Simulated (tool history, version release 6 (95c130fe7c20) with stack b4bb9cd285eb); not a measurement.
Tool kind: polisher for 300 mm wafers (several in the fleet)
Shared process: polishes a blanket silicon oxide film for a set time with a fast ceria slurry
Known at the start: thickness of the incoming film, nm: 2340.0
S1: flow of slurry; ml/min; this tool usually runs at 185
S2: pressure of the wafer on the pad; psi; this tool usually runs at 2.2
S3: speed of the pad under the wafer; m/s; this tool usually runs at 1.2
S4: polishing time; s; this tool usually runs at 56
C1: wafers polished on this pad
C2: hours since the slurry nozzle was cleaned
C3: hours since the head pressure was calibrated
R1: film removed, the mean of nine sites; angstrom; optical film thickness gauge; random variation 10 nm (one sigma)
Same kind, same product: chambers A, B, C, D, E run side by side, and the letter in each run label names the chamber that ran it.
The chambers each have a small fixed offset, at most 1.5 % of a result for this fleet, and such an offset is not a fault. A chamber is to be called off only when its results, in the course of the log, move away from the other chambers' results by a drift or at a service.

{"run": "1A", "day": 0.412, "S1": 185, "S2": 2.2, "S3": 1.2, "S4": 56, "C1": 254, "C2": 363, "C3": 35.9, "R1": 9595.5}
{"day": 0.654, "done": "chamber E: worn pad replaced by a new one"}
{"run": "2C", "day": 0.662, "S1": 185, "S2": 2.2, "S3": 1.2, "S4": 56, "C1": 395, "C2": 283.6, "C3": 872.6, "R1": 9758.3}
{"day": 0.892, "done": "chamber A: slurry nozzle cleaned"}
{"run": "3E", "day": 1.154, "S1": 185, "S2": 2.2, "S3": 1.2, "S4": 56, "C1": 158, "C2": 108.6, "C3": 286, "R1": 9650.3}
{"run": "4B", "day": 1.55, "S1": 185, "S2": 2.2, "S3": 1.2, "S4": 56, "C1": 517, "C2": 332.2, "C3": 254, "R1": 9647.9}
{"run": "5D", "day": 1.883, "S1": 185, "S2": 2.2, "S3": 1.2, "S4": 56, "C1": 835, "C2": 128.6, "C3": 573, "R1": 9926}
{"day": 2.088, "done": "chamber C: worn pad replaced by a new one"}
{"run": "6D", "day": 2.146, "S1": 185, "S2": 2.2, "S3": 1.2, "S4": 56, "C1": 918, "C2": 134.9, "C3": 579.3, "R1": 9713.6}
{"day": 2.208, "done": "chamber A: worn pad replaced by a new one"}
{"run": "7A", "day": 2.529, "S1": 225, "S2": 2.9, "S3": 1.2, "S4": 56, "C1": 102, "C2": 39.4, "C3": 86.7, "R1": 12904}
{"day": 2.796, "done": "chamber D: worn pad replaced by a new one"}
{"run": "8B", "day": 3.017, "S1": 225, "S2": 2.9, "S3": 1.2, "S4": 56, "C1": 980, "C2": 367.4, "C3": 289.2, "R1": 13043}
{"run": "9C", "day": 3.329, "S1": 225, "S2": 2.9, "S3": 1.2, "S4": 56, "C1": 392, "C2": 347.6, "C3": 936.6, "R1": 13102}
{"day": 3.462, "done": "chamber E: head pressure recalibrated"}
{"day": 3.554, "done": "chamber B: worn pad replaced by a new one"}
{"run": "10E", "day": 3.625, "S1": 225, "S2": 2.9, "S3": 1.2, "S4": 56, "C1": 937, "C2": 167.9, "C3": 4, "R1": 13213}
{"day": 3.692, "done": "chamber E: worn pad replaced by a new one"}
{"run": "11D", "day": 4.025, "S1": 225, "S2": 2.9, "S3": 1.2, "S4": 56, "C1": 388, "C2": 180, "C3": 624.4, "R1": 13134}
{"run": "12C", "day": 4.467, "S1": 185, "S2": 1.9, "S3": 1.2, "S4": 49, "C1": 751, "C2": 374.9, "C3": 963.9, "R1": 7409.5}
{"day": 4.771, "done": "chamber C: worn pad replaced by a new one"}
{"run": "13A", "day": 4.862, "S1": 185, "S2": 1.9, "S3": 1.2, "S4": 49, "C1": 837, "C2": 95.4, "C3": 142.7, "R1": 7446.5}
{"run": "14B", "day": 5.171, "S1": 185, "S2": 1.9, "S3": 1.2, "S4": 49, "C1": 510, "C2": 419.1, "C3": 340.9, "R1": 7207}
{"day": 5.396, "done": "chamber A: worn pad replaced by a new one"}
{"run": "15E", "day": 5.442, "S1": 185, "S2": 1.9, "S3": 1.2, "S4": 49, "C1": 553, "C2": 211.5, "C3": 47.6, "R1": 7397.1}
{"day": 5.858, "done": "chamber D: head pressure recalibrated"}
{"run": "16C", "day": 5.883, "S1": 185, "S2": 1.9, "S3": 1.2, "S4": 49, "C1": 351, "C2": 408.9, "C3": 997.9, "R1": 7374.8}
{"day": 5.946, "done": "chamber C: head pressure recalibrated"}
{"run": "17A", "day": 6.271, "S1": 185, "S2": 2.2, "S3": 1.2, "S4": 56, "C1": 276, "C2": 129.2, "C3": 176.5, "R1": 9807}
{"day": 6.412, "done": "chamber D: worn pad replaced by a new one"}
{"run": "18B", "day": 6.5, "S1": 185, "S2": 2.2, "S3": 1.2, "S4": 56, "C1": 930, "C2": 451, "C3": 372.8, "R1": 9568.4}
{"run": "19D", "day": 6.75, "S1": 185, "S2": 2.2, "S3": 1.2, "S4": 56, "C1": 106, "C2": 245.4, "C3": 21.5, "R1": 8663.8}
{"day": 6.812, "done": "chamber E: worn pad replaced by a new one"}
{"day": 7.004, "done": "chamber B: worn pad replaced by a new one"}
{"run": "20E", "day": 7.142, "S1": 185, "S2": 2.2, "S3": 1.2, "S4": 56, "C1": 104, "C2": 252.3, "C3": 88.4, "R1": 9630.4}
{"run": "21C", "day": 7.375, "S1": 185, "S2": 2.2, "S3": 1.2, "S4": 56, "C1": 822, "C2": 444.7, "C3": 34.4, "R1": 9672.6}
{"run": "22D", "day": 7.846, "S1": 185, "S2": 2.2, "S3": 1.2, "S4": 56, "C1": 452, "C2": 271.7, "C3": 47.8, "R1": 8601.7}
{"day": 7.871, "done": "chamber C: worn pad replaced by a new one"}
{"day": 7.979, "done": "chamber C: slurry nozzle cleaned"}
{"run": "23A", "day": 8.229, "S1": 185, "S2": 2.2, "S3": 1.2, "S4": 56, "C1": 894, "C2": 176.2, "C3": 223.5, "R1": 9883.7}
{"day": 8.25, "done": "chamber A: worn pad replaced by a new one"}
{"run": "24E", "day": 8.512, "S1": 185, "S2": 2.2, "S3": 1.2, "S4": 56, "C1": 537, "C2": 285.2, "C3": 121.3, "R1": 9748.2}
{"run": "25B", "day": 8.967, "S1": 185, "S2": 2.2, "S3": 1.2, "S4": 56, "C1": 619, "C2": 510.2, "C3": 432, "R1": 9645.8}
{"run": "26B", "day": 9.442, "S1": 185, "S2": 2.2, "S3": 1.2, "S4": 56, "C1": 769, "C2": 521.6, "C3": 443.4, "R1": 9631.3}
{"run": "27C", "day": 9.792, "S1": 185, "S2": 2.2, "S3": 1.56, "S4": 65, "C1": 606, "C2": 43.6, "C3": 92.4, "R1": 14817}
{"day": 9.871, "done": "chamber E: slurry nozzle cleaned"}
{"run": "28D", "day": 10.075, "S1": 185, "S2": 2.2, "S3": 1.56, "S4": 65, "C1": 1155, "C2": 325.2, "C3": 101.3, "R1": 13273}
{"day": 10.175, "done": "chamber E: worn pad replaced by a new one"}
{"run": "29E", "day": 10.471, "S1": 185, "S2": 2.2, "S3": 1.56, "S4": 65, "C1": 94, "C2": 14.4, "C3": 168.3, "R1": 14786}
{"day": 10.667, "done": "chamber C: worn pad replaced by a new one"}
{"run": "30A", "day": 10.946, "S1": 185, "S2": 2.2, "S3": 1.56, "S4": 65, "C1": 850, "C2": 241.4, "C3": 288.7, "R1": 14464}
{"day": 11.046, "done": "chamber A: worn pad replaced by a new one"}
{"day": 11.067, "done": "chamber D: worn pad replaced by a new one"}
{"day": 11.079, "done": "chamber B: worn pad replaced by a new one"}
{"run": "31D", "day": 11.292, "S1": 185, "S2": 2.2, "S3": 1.56, "S4": 65, "C1": 71, "C2": 354.4, "C3": 130.5, "R1": 12981}
{"run": "32B", "day": 11.617, "S1": 185, "S2": 2.2, "S3": 1.2, "S4": 56, "C1": 170, "C2": 573.8, "C3": 495.6, "R1": 9747}
{"run": "33A", "day": 11.867, "S1": 185, "S2": 2.2, "S3": 1.2, "S4": 56, "C1": 259, "C2": 263.5, "C3": 310.8, "R1": 9671.5}
{"run": "34C", "day": 12.154, "S1": 185, "S2": 2.2, "S3": 1.2, "S4": 56, "C1": 470, "C2": 100.3, "C3": 149.1, "R1": 9652.2}
{"run": "35E", "day": 12.646, "S1": 185, "S2": 2.2, "S3": 1.2, "S4": 56, "C1": 780, "C2": 66.6, "C3": 220.5, "R1": 9794}
{"day": 12.721, "done": "chamber A: slurry nozzle cleaned"}
{"day": 12.929, "done": "chamber E: worn pad replaced by a new one"}
{"run": "36B", "day": 13.079, "S1": 185, "S2": 2.2, "S3": 1.2, "S4": 56, "C1": 631, "C2": 608.9, "C3": 530.7, "R1": 9750.3}
{"day": 13.221, "done": "chamber C: worn pad replaced by a new one"}
{"run": "37A", "day": 13.429, "S1": 185, "S2": 2.2, "S3": 1.2, "S4": 56, "C1": 752, "C2": 17, "C3": 348.3, "R1": 10003}
{"run": "38D", "day": 13.838, "S1": 185, "S2": 2.2, "S3": 1.2, "S4": 56, "C1": 874, "C2": 415.5, "C3": 191.6, "R1": 8689.2}
{"run": "39C", "day": 14.183, "S1": 185, "S2": 2.2, "S3": 1.2, "S4": 56, "C1": 304, "C2": 149, "C3": 197.8, "R1": 9617}
{"run": "40E", "day": 14.571, "S1": 185, "S2": 2.2, "S3": 1.2, "S4": 56, "C1": 518, "C2": 112.8, "C3": 266.7, "R1": 9460.8}

Is one chamber out of step, is the gauge drifting, or do the chambers differ by no more than their own small offsets? For an off chamber, give its letter and the likeliest cause.

A service left chamber D off against the others.
Cause: head's pressure below its setpoint, % = 11.5.

Below are 4 candidate recipes for chamber D's next run, each the usual settings with a change, their results shown as question marks. Which of them brings D's results back in line with what the other chambers give on the usual settings?
Counts as in line when no further than this from what the other chambers average on the usual settings: R1 360 angstrom
{"run": "41D-1", "day": 14.938, "S1": 180, "S2": 2.2, "S3": 0.96, "S4": 56, "R1": "?"}
{"run": "41D-2", "day": 14.938, "S1": 185, "S2": 2.2, "S3": 1.2, "S4": 70, "R1": "?"}
{"run": "41D-3", "day": 14.938, "S1": 185, "S2": 2.2, "S3": 1.34, "S4": 56, "R1": "?"}
{"run": "41D-4", "day": 14.938, "S1": 180, "S2": 2.2, "S3": 1.2, "S4": 50, "R1": "?"}

Usual-settings mean across the other chambers: R1 9691.2 angstrom
run=41D-1 R1=6844.5
run=41D-2 R1=10766
run=41D-3 R1=9628.1
run=41D-4 R1=7659.4
It is 41D-3 that realigns the chamber with its peers.

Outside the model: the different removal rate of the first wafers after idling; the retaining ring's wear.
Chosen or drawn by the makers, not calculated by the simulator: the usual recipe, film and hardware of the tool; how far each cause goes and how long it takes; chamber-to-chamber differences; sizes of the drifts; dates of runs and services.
